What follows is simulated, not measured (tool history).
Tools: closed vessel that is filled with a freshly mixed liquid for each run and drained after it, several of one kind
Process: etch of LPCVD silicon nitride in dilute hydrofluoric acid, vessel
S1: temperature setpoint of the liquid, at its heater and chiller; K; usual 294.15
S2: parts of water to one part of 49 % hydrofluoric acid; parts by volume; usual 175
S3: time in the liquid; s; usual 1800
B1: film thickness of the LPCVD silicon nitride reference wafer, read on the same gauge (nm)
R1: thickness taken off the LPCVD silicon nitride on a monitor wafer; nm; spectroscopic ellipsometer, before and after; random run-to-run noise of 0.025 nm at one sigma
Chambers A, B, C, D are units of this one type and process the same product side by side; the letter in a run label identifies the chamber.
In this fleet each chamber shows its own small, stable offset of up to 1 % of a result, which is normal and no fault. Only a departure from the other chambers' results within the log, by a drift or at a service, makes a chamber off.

run	hour	S1	S2	S3	B1	R1
1B	12.1	294.15	175	1800	89.997	3.9024
2C	20.5	294.15	175	1800	90.01	3.9308
# hour 25.1: chamber A: thermometer replaced
3A	27.7	294.15	175	1800	90	3.8876
4D	38.8	294.15	175	1800	89.982	3.8517
5C	47.3	294.15	175	1800	90.014	3.8629
6A	61.3	294.15	175	1800	89.986	3.8902
7B	74	294.15	175	1800	89.995	3.8758
8D	80.9	290.65	175	1800	89.999	3.0795
9A	93.3	290.65	175	1800	90.013	3.079
10C	100.6	290.65	175	1800	90.007	3.1021
11D	107.6	290.65	175	1800	89.998	3.0588
12B	119.1	294.15	175	1800	89.981	3.8929
13A	132.9	294.15	175	1800	89.992	3.8903
14B	146.3	294.15	175	1800	90.011	3.8839
15C	157.4	294.15	175	1800	89.995	3.8897
16D	167.7	294.15	260	2240	89.995	3.2417
# hour 170.2: chamber A: hydrofluoric acid flow meter replaced
17B	175.5	294.15	260	2240	90.007	3.2468
18C	183.8	294.15	260	2240	90.009	3.2808
19D	193.3	294.15	260	2240	89.99	3.294
20A	201.7	294.15	175	1800	90.005	3.8429
# hour 204.3: chamber C: hydrofluoric acid flow meter replaced
21C	209	294.15	175	1800	90.007	3.9025
22D	216.7	291.65	175	1295	89.976	2.3923
23A	230.9	291.65	175	1295	90.015	2.3757
24B	241	291.65	175	1295	89.987	2.2764
25C	254	291.65	175	1295	90.007	2.3729
26B	268.5	294.15	140	2400	90.009	6.1154
# hour 274.7: chamber D: hydrofluoric acid flow meter replaced
27D	275.7	294.15	140	2400	89.997	6.4578
28A	286.9	294.15	140	2400	90.001	6.4001
29A	297.3	294.15	140	2400	90.003	6.3785
30D	309.8	294.15	175	1800	89.992	3.8515
31C	316.1	294.15	175	1800	90.002	3.9373
32B	323.5	294.15	175	1800	90.005	3.659
33B	334	294.15	175	1800	90.02	3.6642
34A	342.7	291.15	250	1800	90.012	2.2535
35D	353.5	291.15	250	1800	89.986	2.269
36C	364	291.15	250	1800	89.995	2.2441

Predict what each chamber gives when all 4 of them run the settings below next.
37A	374.3	294.15	175	1800		?
37B	374.3	294.15	175	1800		?
37C	374.3	294.15	175	1800		?
37D	374.3	294.15	175	1800		?

run	R1
37A	3.867
37B	3.5802
37C	3.9508
37D	3.8865
